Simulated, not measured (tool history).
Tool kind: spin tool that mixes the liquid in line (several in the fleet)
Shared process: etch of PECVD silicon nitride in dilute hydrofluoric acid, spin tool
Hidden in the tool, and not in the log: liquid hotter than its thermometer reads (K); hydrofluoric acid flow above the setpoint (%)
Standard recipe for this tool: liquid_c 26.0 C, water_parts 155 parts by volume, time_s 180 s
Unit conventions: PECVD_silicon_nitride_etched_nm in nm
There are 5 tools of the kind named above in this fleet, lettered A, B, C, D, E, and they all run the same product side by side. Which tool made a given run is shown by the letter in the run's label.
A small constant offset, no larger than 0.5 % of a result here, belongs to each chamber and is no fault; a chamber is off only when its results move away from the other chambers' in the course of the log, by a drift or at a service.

run	hour	liquid_c	water_parts	time_s	hours since the thermometer was replaced	hours since the hydrofluoric acid flow meter was replaced	read-back film thickness of the PECVD silicon nitride reference wafer, read on the same gauge (nm)	PECVD_silicon_nitride_etched_nm
1E	5.8	26.0	155	180	107.0	1654.8	40.012	2.2559
2C	11.1	26.0	155	180	352.6	1497.6	40.033	2.2695
3D	22.3	26.0	155	180	2175.6	1178.1	40.011	2.2818
4A	29.1	26.0	155	180	131.2	1493.2	39.988	2.2691
5B	39.0	26.0	155	120	788.2	1778.6	40.015	1.5364
6E	44.8	26.0	155	120	146.0	1693.8	40.003	1.5421
7C	55.6	26.0	155	120	397.1	1542.1	40.054	1.5099
8A	64.2	26.0	155	120	166.3	1528.3	39.995	1.5244
9B	71.0	26.0	155	120	820.2	1810.6	39.985	1.5471
10D	82.6	30.5	155	180	2235.9	1238.4	40.043	3.0052
11A	88.9	30.5	155	180	191.0	1553.0	39.951	2.9712
12C	99.2	30.5	155	180	440.7	1585.7	40.016	3.0007
13E	105.2	30.5	155	180	206.4	1754.2	39.991	2.9889
14D	112.4	30.5	155	180	2265.7	1268.2	39.994	2.9779
15B	123.6	26.0	155	180	872.8	1863.2	40.002	2.3322
16B	132.9	30.5	185	180	882.1	1872.5	39.987	2.6100
# hour 133.4: chamber A: hydrofluoric acid flow meter replaced
17C	144.0	30.5	185	180	485.5	1630.5	39.981	2.4517
18E	153.2	30.5	185	180	254.4	1802.2	40.011	2.5275
19D	162.0	30.5	185	180	2315.3	1317.8	40.029	2.5513
20A	172.4	30.5	185	180	274.5	39.0	40.021	2.4975
21D	183.2	27.5	155	275	2336.5	1339.0	39.972	3.8339
22B	190.6	27.5	155	275	939.8	1930.2	39.962	4.0067
23E	198.5	27.5	155	275	299.7	1847.5	39.951	3.7010
24C	207.7	27.5	155	275	549.2	1694.2	39.974	3.7775
25A	218.6	27.5	155	275	320.7	85.2	39.971	3.7844
26B	225.8	26.0	155	180	975.0	1965.4	39.998	2.3882
27E	232.7	26.0	155	180	333.9	1881.7	40.016	2.2963
28A	244.0	26.0	155	180	346.1	110.6	39.977	2.3066
29D	255.5	26.0	155	180	2408.8	1411.3	39.995	2.2606
30C	266.7	26.0	155	180	608.2	1753.2	39.992	2.2211
# hour 276.8: chamber D: thermometer replaced
31A	276.8	26.0	155	180	378.9	143.4	40.008	2.2996
32D	288.0	26.0	155	180	11.3	1443.8	39.993	2.2609
# hour 295.6: chamber E: hydrofluoric acid flow meter replaced
33B	295.9	26.0	155	180	1045.1	2035.5	40.011	2.4130
34C	304.8	26.0	155	180	646.3	1791.3	40.011	2.2701
35E	314.4	26.0	155	180	415.6	18.9	40.037	2.2623
36D	324.5	26.0	155	180	47.8	1480.3	39.987	2.2518
37E	330.6	26.0	155	180	431.8	35.1	40.000	2.3028
38A	338.2	26.0	155	180	440.3	204.8	40.050	2.3009

All 5 chambers run these settings next. Forecast each chamber's results:
39A	346.8	22.0	155	180				?
39B	346.8	22.0	155	180				?
39C	346.8	22.0	155	180				?
39D	346.8	22.0	155	180				?
39E	346.8	22.0	155	180				?

run	PECVD_silicon_nitride_etched_nm
39A	1.7650
39B	1.8937
39C	1.7347
39D	1.7761
39E	1.7419

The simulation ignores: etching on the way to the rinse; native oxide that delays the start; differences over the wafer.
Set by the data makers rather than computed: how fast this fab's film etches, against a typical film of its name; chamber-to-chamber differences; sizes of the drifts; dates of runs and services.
